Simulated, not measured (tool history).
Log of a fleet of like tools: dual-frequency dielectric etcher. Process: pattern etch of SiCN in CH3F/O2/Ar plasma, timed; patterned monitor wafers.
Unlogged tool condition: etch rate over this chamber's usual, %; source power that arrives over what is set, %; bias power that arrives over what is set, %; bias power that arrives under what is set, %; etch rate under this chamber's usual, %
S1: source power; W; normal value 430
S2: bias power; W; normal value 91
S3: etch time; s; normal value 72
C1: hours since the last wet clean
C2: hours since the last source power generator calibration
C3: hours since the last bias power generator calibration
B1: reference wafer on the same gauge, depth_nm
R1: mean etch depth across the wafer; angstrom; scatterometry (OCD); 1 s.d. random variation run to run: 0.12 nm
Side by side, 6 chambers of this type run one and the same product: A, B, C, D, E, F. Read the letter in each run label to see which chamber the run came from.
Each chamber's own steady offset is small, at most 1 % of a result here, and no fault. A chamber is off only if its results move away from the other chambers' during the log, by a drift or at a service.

run	hour	S1	S2	S3	C1	C2	C3	B1	R1
1D	9.2	430	91	72	347.7	631.8	2512.6	32.22	300.02
2E	17	430	91	72	196	1022.3	3358.4	32.208	301.73
3A	25.3	430	91	72	159.7	2293.2	2413.2	32.205	302.47
4C	33.4	430	91	72	156.6	1053.2	2525	32.17	303.51
5F	44.9	430	91	72	119.9	965.7	1431.4	32.204	299.49
6B	55.1	430	91	72	367.8	170.9	76.2	32.254	301.85
7D	67.3	430	91	72	405.8	689.9	2570.7	32.182	298.73
8B	74.9	430	91	72	387.6	190.7	96	32.237	304.99
9F	87.1	430	91	72	162.1	1007.9	1473.6	32.239	297.07
10E	101.3	430	91	72	280.3	1106.6	3442.7	32.198	304.19
# hour 103.6: chamber B: wet clean of the chamber
11A	110.8	430	91	72	245.2	2378.7	2498.7	32.223	302.14
12C	120.2	430	91	72	243.4	1140	2611.8	32.205	304.68
13D	133.4	430	91	72	471.9	756	2636.8	32.199	298.92
# hour 139.6: chamber E: wet clean of the chamber
14A	148.8	370	101	72	283.2	2416.7	2536.7	32.221	300.76
15E	160.2	370	101	72	20.7	1165.5	3501.6	32.196	298.06
16B	168.6	370	101	72	65.1	284.4	189.7	32.208	297.59
17F	183.5	370	101	72	258.5	1104.3	1570	32.175	295.28
18C	192.6	370	101	72	315.8	1212.4	2684.2	32.243	297.92
19E	208.1	370	101	72	68.6	1213.4	3549.5	32.174	297.34
20B	217.6	430	91	72	114.1	333.4	238.7	32.235	301.39
21D	229.3	430	91	72	567.8	851.9	2732.7	32.197	298.3
# hour 230.7: chamber D: wet clean of the chamber
22A	241.4	430	91	72	375.8	2509.3	2629.3	32.207	309.32
23F	254.3	430	91	72	329.3	1175.1	1640.8	32.189	302.75
24C	265.4	430	91	72	388.6	1285.2	2757	32.176	305
# hour 271.6: chamber D: bias power generator calibrated
25A	277.9	430	91	72	412.3	2545.8	2665.8	32.182	309.9
26E	292.4	430	91	82	152.9	1297.7	3633.8	32.206	347.26
27B	304.7	430	91	82	201.2	420.5	325.8	32.184	344.35
28D	316.1	430	91	82	85.5	938.7	44.6	32.219	341.77
29F	330.2	430	91	82	405.2	1251	1716.7	32.22	342.24
30C	343.7	430	91	82	466.9	1363.5	2835.3	32.236	345.3
31D	358.6	430	91	82	128	981.2	87.1	32.218	340.95
32A	373.1	430	91	72	507.5	2641	2761	32.174	313.38
33C	383.6	430	91	72	506.8	1403.4	2875.2	32.207	304.36
34B	398.3	430	91	72	294.8	514.1	419.4	32.182	299.66
35F	411.7	430	91	72	486.7	1332.5	1798.2	32.197	298.91
36E	423	430	91	72	283.5	1428.3	3764.4	32.24	302.85
37A	437.4	430	91	72	571.8	2705.3	2825.3	32.234	312.47
38E	449.8	430	91	72	310.3	1455.1	3791.2	32.202	300.56

For the next run the whole fleet of 6 chambers uses the same settings. Give each chamber's results:
39A	460.9	430	91	63					?
39B	460.9	430	91	63					?
39C	460.9	430	91	63					?
39D	460.9	430	91	63					?
39E	460.9	430	91	63					?
39F	460.9	430	91	63					?

run	R1
39A	276.72
39B	265
39C	266.45
39D	260.49
39E	265.09
39F	263.1

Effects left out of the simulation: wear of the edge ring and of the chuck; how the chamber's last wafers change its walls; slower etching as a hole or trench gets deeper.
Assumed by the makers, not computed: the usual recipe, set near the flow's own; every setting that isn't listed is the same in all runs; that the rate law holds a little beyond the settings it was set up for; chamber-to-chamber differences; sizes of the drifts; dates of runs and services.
